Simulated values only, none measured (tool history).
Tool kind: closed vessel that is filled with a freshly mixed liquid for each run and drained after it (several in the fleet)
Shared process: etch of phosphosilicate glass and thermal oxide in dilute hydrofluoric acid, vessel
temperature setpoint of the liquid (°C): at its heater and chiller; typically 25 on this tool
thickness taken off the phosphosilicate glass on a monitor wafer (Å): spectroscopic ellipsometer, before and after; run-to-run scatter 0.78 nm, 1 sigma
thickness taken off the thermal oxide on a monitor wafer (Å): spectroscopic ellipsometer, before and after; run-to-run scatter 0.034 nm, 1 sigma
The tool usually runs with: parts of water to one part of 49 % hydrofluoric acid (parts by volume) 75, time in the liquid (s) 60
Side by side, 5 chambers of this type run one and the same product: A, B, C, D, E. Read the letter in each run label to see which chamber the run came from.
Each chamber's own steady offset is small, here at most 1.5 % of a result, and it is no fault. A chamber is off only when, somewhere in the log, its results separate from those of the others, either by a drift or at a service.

run,hour,temperature setpoint of the liquid (°C),parts of water to one part of 49 % hydrofluoric acid (parts by volume),time in the liquid (s),"read-back film thickness of the phosphosilicate glass reference wafer, read on the same gauge (nm)","read-back film thickness of the thermal oxide reference wafer, read on the same gauge (nm)",thickness taken off the phosphosilicate glass on a monitor wafer (Å),thickness taken off the thermal oxide on a monitor wafer (Å)
1A,4.4,25,75,60,39.975,50.007,1229.3,42.283
2B,10,25,75,60,39.988,49.998,1241.9,42.959
3D,16.4,25,75,60,40.003,50.006,1219.2,42.802
4E,20.6,25,75,60,40.019,49.994,1207.2,42.257
5C,25.7,25,75,60,39.966,50.013,1229.4,42.617
6C,30,25,75,60,39.972,50.008,1229.5,42.197
7D,35.5,25,75,60,40.02,50.003,1227.9,42.425
8E,40.9,25,75,60,40.006,50.011,1217.7,42.361
9B,45.1,25,75,60,39.951,49.982,1238.9,42.061
10A,50.1,25,75,60,40.03,50.007,1237.4,42.054
11D,57,25,75,60,40.012,49.997,1223.8,42.803
12B,63.8,25,75,60,40.003,50.005,1239.2,42.34
13C,69.7,25,75,60,40.005,50.017,1236,42.046
# hour 73: chamber A: hydrofluoric acid flow meter replaced
14A,75.9,25,60,60,39.974,50,1545.5,54.272
15E,80.5,25,60,60,40.013,50.002,1578.3,54.616
16D,83.9,25,60,60,40.001,49.99,1577.1,53.76
17A,88.9,25,60,60,39.996,50.012,1540,53.737
18C,95.7,25,60,60,39.995,49.982,1577.5,53.436
19E,98.9,25,75,60,39.987,49.994,1219.8,41.992
20B,105,25,75,60,39.991,50,1242.8,42.066
21D,111,25,75,60,40.012,49.989,1228.5,42.632
22E,116.8,25,75,60,39.982,50.004,1224.1,42.251
23B,123.4,25,75,60,40.023,49.978,1236.8,42.621
24C,130.2,25,75,60,40.011,50.005,1248.4,42.231
25A,133.8,25,75,60,40.016,50.003,1222.7,42.741
26C,137.6,25,75,60,40.021,49.997,1230.3,42.749
27D,141.7,25,100,60,40.02,49.997,876.54,30.394
28B,147.4,25,100,60,39.977,49.994,899.91,31.228
29E,152.5,25,100,60,40.007,49.995,901.38,30.619
30A,159.5,25,100,60,40.004,50.006,893.44,30.899

The same settings go to every chamber for the next run, one line per chamber below. Forecast the results for each:
31A,164.7,27,75,60,,,?,?
31B,164.7,27,75,60,,,?,?
31C,164.7,27,75,60,,,?,?
31D,164.7,27,75,60,,,?,?
31E,164.7,27,75,60,,,?,?

run,thickness taken off the phosphosilicate glass on a monitor wafer (Å),thickness taken off the thermal oxide on a monitor wafer (Å)
31A,1319.2,46.092
31B,1339.3,46.658
31C,1328.9,46.431
31D,1318.7,45.361
31E,1334.8,46.081
